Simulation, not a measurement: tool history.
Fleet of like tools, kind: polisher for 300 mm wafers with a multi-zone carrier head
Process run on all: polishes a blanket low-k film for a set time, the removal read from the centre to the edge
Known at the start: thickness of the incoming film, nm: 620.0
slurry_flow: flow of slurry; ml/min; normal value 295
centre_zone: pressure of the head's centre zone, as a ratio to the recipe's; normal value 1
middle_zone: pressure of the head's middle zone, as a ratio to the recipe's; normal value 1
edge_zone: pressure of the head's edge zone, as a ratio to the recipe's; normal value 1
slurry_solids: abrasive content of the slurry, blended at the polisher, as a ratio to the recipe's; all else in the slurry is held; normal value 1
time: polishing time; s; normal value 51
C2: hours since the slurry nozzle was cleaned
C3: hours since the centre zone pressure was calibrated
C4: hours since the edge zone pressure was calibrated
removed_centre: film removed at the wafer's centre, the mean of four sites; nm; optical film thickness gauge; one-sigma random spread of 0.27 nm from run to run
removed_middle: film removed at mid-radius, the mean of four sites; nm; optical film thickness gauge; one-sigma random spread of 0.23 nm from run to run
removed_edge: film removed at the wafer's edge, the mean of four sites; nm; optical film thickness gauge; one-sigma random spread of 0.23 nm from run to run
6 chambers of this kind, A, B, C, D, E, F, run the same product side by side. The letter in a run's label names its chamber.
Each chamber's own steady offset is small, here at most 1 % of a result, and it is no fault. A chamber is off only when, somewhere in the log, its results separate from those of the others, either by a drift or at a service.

At hour 0.5: chamber F: worn pad replaced by a new one.
At hour 2.4: chamber E: centre zone pressure recalibrated.
Run 1B, hour 5: usual settings; wafers polished on this pad 1025; C2 548.8; C3 1055.4; C4 143.4. Result: removed_centre 18.68 nm, removed_middle 18.707 nm, removed_edge 17.94 nm.
Run 2F, hour 9.8: usual settings; wafers polished on this pad 93; C2 621.7; C3 318.4; C4 903. Result: removed_centre 18.115 nm, removed_middle 18.015 nm, removed_edge 17.754 nm.
At hour 13.4: chamber A: worn pad replaced by a new one.
At hour 15: chamber E: worn pad replaced by a new one.
Run 3E, hour 16.7: usual settings; wafers polished on this pad 17; C2 71.7; C3 14.3; C4 46.5. Result: removed_centre 18.229 nm, removed_middle 18.387 nm, removed_edge 18.33 nm.
Run 4A, hour 23.5: usual settings; wafers polished on this pad 101; C2 37.3; C3 670.1; C4 103.6. Result: removed_centre 18.673 nm, removed_middle 18.211 nm, removed_edge 17.9 nm.
Run 5D, hour 29.5: usual settings; wafers polished on this pad 834; C2 584.4; C3 443.3; C4 636.4. Result: removed_centre 19.031 nm, removed_middle 18.048 nm, removed_edge 18.576 nm.
At hour 33.2: chamber B: worn pad replaced by a new one.
Run 6C, hour 33.2: usual settings; wafers polished on this pad 346; C2 275.4; C3 517.4; C4 201.9. Result: removed_centre 18.197 nm, removed_middle 17.867 nm, removed_edge 18.198 nm.
At hour 39.3: chamber F: centre zone pressure recalibrated.
Run 7B, hour 40.1: usual settings but centre_zone 1.11; wafers polished on this pad 69; C2 583.9; C3 1090.5; C4 178.5. Result: removed_centre 21.389 nm, removed_middle 18.275 nm, removed_edge 18.47 nm.
Run 8E, hour 47.1: usual settings but centre_zone 1.11; wafers polished on this pad 321; C2 102.1; C3 44.7; C4 76.9. Result: removed_centre 19.957 nm, removed_middle 18.608 nm, removed_edge 18.2 nm.
Run 9A, hour 54.5: usual settings but centre_zone 1.11; wafers polished on this pad 411; C2 68.3; C3 701.1; C4 134.6. Result: removed_centre 20.164 nm, removed_middle 18.223 nm, removed_edge 18.122 nm.
Run 10D, hour 61.3: usual settings but centre_zone 1.11; wafers polished on this pad 1152; C2 616.2; C3 475.1; C4 668.2. Result: removed_centre 20.392 nm, removed_middle 18.292 nm, removed_edge 18.4 nm.
At hour 62: chamber F: worn pad replaced by a new one.
Run 11C, hour 67.9: usual settings but centre_zone 1.11; wafers polished on this pad 693; C2 310.1; C3 552.1; C4 236.6. Result: removed_centre 20.797 nm, removed_middle 17.832 nm, removed_edge 18.17 nm.
At hour 69.3: chamber D: worn pad replaced by a new one.
Run 12F, hour 72.1: usual settings but centre_zone 1.11; wafers polished on this pad 101; C2 684; C3 32.9; C4 965.3. Result: removed_centre 20.518 nm, removed_middle 18.571 nm, removed_edge 18.501 nm.
Run 13D, hour 77.6: usual settings; wafers polished on this pad 83; C2 632.5; C3 491.4; C4 684.5. Result: removed_centre 18.797 nm, removed_middle 18.616 nm, removed_edge 18.31 nm.
Run 14B, hour 84.9: usual settings; wafers polished on this pad 517; C2 628.7; C3 1135.3; C4 223.3. Result: removed_centre 18.633 nm, removed_middle 18.401 nm, removed_edge 18.466 nm.
Run 15F, hour 88.6: usual settings but time 41 s; wafers polished on this pad 265; C2 700.5; C3 49.4; C4 981.8. Result: removed_centre 14.826 nm, removed_middle 14.652 nm, removed_edge 14.612 nm.
At hour 91.3: chamber A: worn pad replaced by a new one.
Run 16A, hour 95: usual settings but time 41 s; wafers polished on this pad 37; C2 108.8; C3 741.6; C4 175.1. Result: removed_centre 14.369 nm, removed_middle 14.725 nm, removed_edge 14.368 nm.
Run 17C, hour 100.2: usual settings but time 41 s; wafers polished on this pad 1016; C2 342.4; C3 584.4; C4 268.9. Result: removed_centre 14.69 nm, removed_middle 14.666 nm, removed_edge 14.16 nm.
At hour 105.8: chamber C: worn pad replaced by a new one.
Run 18E, hour 107.5: usual settings but time 41 s; wafers polished on this pad 925; C2 162.5; C3 105.1; C4 137.3. Result: removed_centre 14.774 nm, removed_middle 14.708 nm, removed_edge 14.625 nm.
At hour 108.3: chamber F: slurry nozzle cleaned.
Run 19A, hour 114.5: usual settings but time 41 s; wafers polished on this pad 232; C2 128.3; C3 761.1; C4 194.6. Result: removed_centre 14.648 nm, removed_middle 15.217 nm, removed_edge 14.444 nm.
At hour 119.7: chamber F: edge zone pressure recalibrated.
Run 20C, hour 120: usual settings but time 41 s; wafers polished on this pad 142; C2 362.2; C3 604.2; C4 288.7. Result: removed_centre 14.676 nm, removed_middle 14.742 nm, removed_edge 14.604 nm.
At hour 125: chamber E: worn pad replaced by a new one.
At hour 126.9: chamber D: slurry nozzle cleaned.
Run 21B, hour 127.2: usual settings; wafers polished on this pad 940; C2 671; C3 1177.6; C4 265.6. Result: removed_centre 18.485 nm, removed_middle 18.013 nm, removed_edge 18.429 nm.
At hour 131.4: chamber F: worn pad replaced by a new one.
Run 22D, hour 135: usual settings; wafers polished on this pad 656; C2 8.2; C3 548.8; C4 741.9. Result: removed_centre 18.288 nm, removed_middle 18.4 nm, removed_edge 18.395 nm.
Run 23F, hour 139.7: usual settings; wafers polished on this pad 83; C2 31.4; C3 100.5; C4 20. Result: removed_centre 18.036 nm, removed_middle 18.251 nm, removed_edge 17.899 nm.
Run 24E, hour 143.2: usual settings; wafers polished on this pad 182; C2 198.2; C3 140.8; C4 173. Result: removed_centre 18.499 nm, removed_middle 18.602 nm, removed_edge 18.084 nm.
Run 25F, hour 149.1: usual settings; wafers polished on this pad 177; C2 40.8; C3 109.9; C4 29.4. Result: removed_centre 18.538 nm, removed_middle 18.316 nm, removed_edge 18.181 nm.
Run 26A, hour 156.4: usual settings; wafers polished on this pad 650; C2 170.2; C3 803; C4 236.5. Result: removed_centre 17.658 nm, removed_middle 17.708 nm, removed_edge 18.04 nm.
Run 27C, hour 163.4: usual settings but slurry_flow 380 ml/min, slurry_solids 1.2; wafers polished on this pad 576; C2 405.6; C3 647.6; C4 332.1. Result: removed_centre 20.461 nm, removed_middle 20.235 nm, removed_edge 19.783 nm.
Run 28B, hour 167: usual settings but slurry_flow 380 ml/min, slurry_solids 1.2; wafers polished on this pad 1338; C2 710.8; C3 1217.4; C4 305.4. Result: removed_centre 20.586 nm, removed_middle 20.4 nm, removed_edge 20.363 nm.
At hour 170.2: chamber A: worn pad replaced by a new one.
Run 29E, hour 171.4: usual settings but slurry_flow 380 ml/min, slurry_solids 1.2; wafers polished on this pad 464; C2 226.4; C3 169; C4 201.2. Result: removed_centre 19.964 nm, removed_middle 20.462 nm, removed_edge 20.219 nm.
Run 30D, hour 175.8: usual settings but slurry_flow 380 ml/min, slurry_solids 1.2; wafers polished on this pad 1064; C2 49; C3 589.6; C4 782.7. Result: removed_centre 20.636 nm, removed_middle 20.615 nm, removed_edge 20.619 nm.
At hour 177.9: chamber D: worn pad replaced by a new one.
Run 31B, hour 179.7: usual settings but slurry_flow 380 ml/min, slurry_solids 1.2; wafers polished on this pad 1465; C2 723.5; C3 1230.1; C4 318.1. Result: removed_centre 20.326 nm, removed_middle 20.556 nm, removed_edge 19.99 nm.
Run 32F, hour 184.5: usual settings but slurry_flow 380 ml/min, slurry_solids 1.2; wafers polished on this pad 531; C2 76.2; C3 145.3; C4 64.8. Result: removed_centre 20.86 nm, removed_middle 20.058 nm, removed_edge 19.989 nm.
At hour 190: chamber B: worn pad replaced by a new one.
At hour 190.6: chamber E: slurry nozzle cleaned.
Run 33A, hour 192.2: usual settings; wafers polished on this pad 220; C2 206; C3 838.8; C4 272.3. Result: removed_centre 17.718 nm, removed_middle 18.096 nm, removed_edge 18.214 nm.
Run 34C, hour 197.2: usual settings; wafers polished on this pad 914; C2 439.4; C3 681.4; C4 365.9. Result: removed_centre 18.102 nm, removed_middle 18.564 nm, removed_edge 18.528 nm.
Run 35D, hour 204.2: usual settings but centre_zone 1.11, slurry_solids 1.25; wafers polished on this pad 263; C2 77.4; C3 618; C4 811.1. Result: removed_centre 22.386 nm, removed_middle 20.106 nm, removed_edge 20.022 nm.
Run 36E, hour 208.2: usual settings but centre_zone 1.11, slurry_solids 1.25; wafers polished on this pad 832; C2 17.7; C3 205.8; C4 238. Result: removed_centre 22.383 nm, removed_middle 19.937 nm, removed_edge 20.059 nm.
Run 37A, hour 215.3: usual settings but centre_zone 1.11, slurry_solids 1.25; wafers polished on this pad 451; C2 229.1; C3 861.9; C4 295.4. Result: removed_centre 22.786 nm, removed_middle 20.418 nm, removed_edge 19.747 nm.
Run 38B, hour 220.3: usual settings but centre_zone 1.11, slurry_solids 1.25; wafers polished on this pad 303; C2 764.1; C3 1270.7; C4 358.7. Result: removed_centre 23.064 nm, removed_middle 20.363 nm, removed_edge 19.934 nm.

Does one chamber stand apart from the rest, does the shared gauge drift, or is all well apart from small per-chamber offsets? Give the chamber and the most likely cause, where there is one.

Neither any chamber nor the gauge drifts; the chambers differ only by their own small, steady offsets.
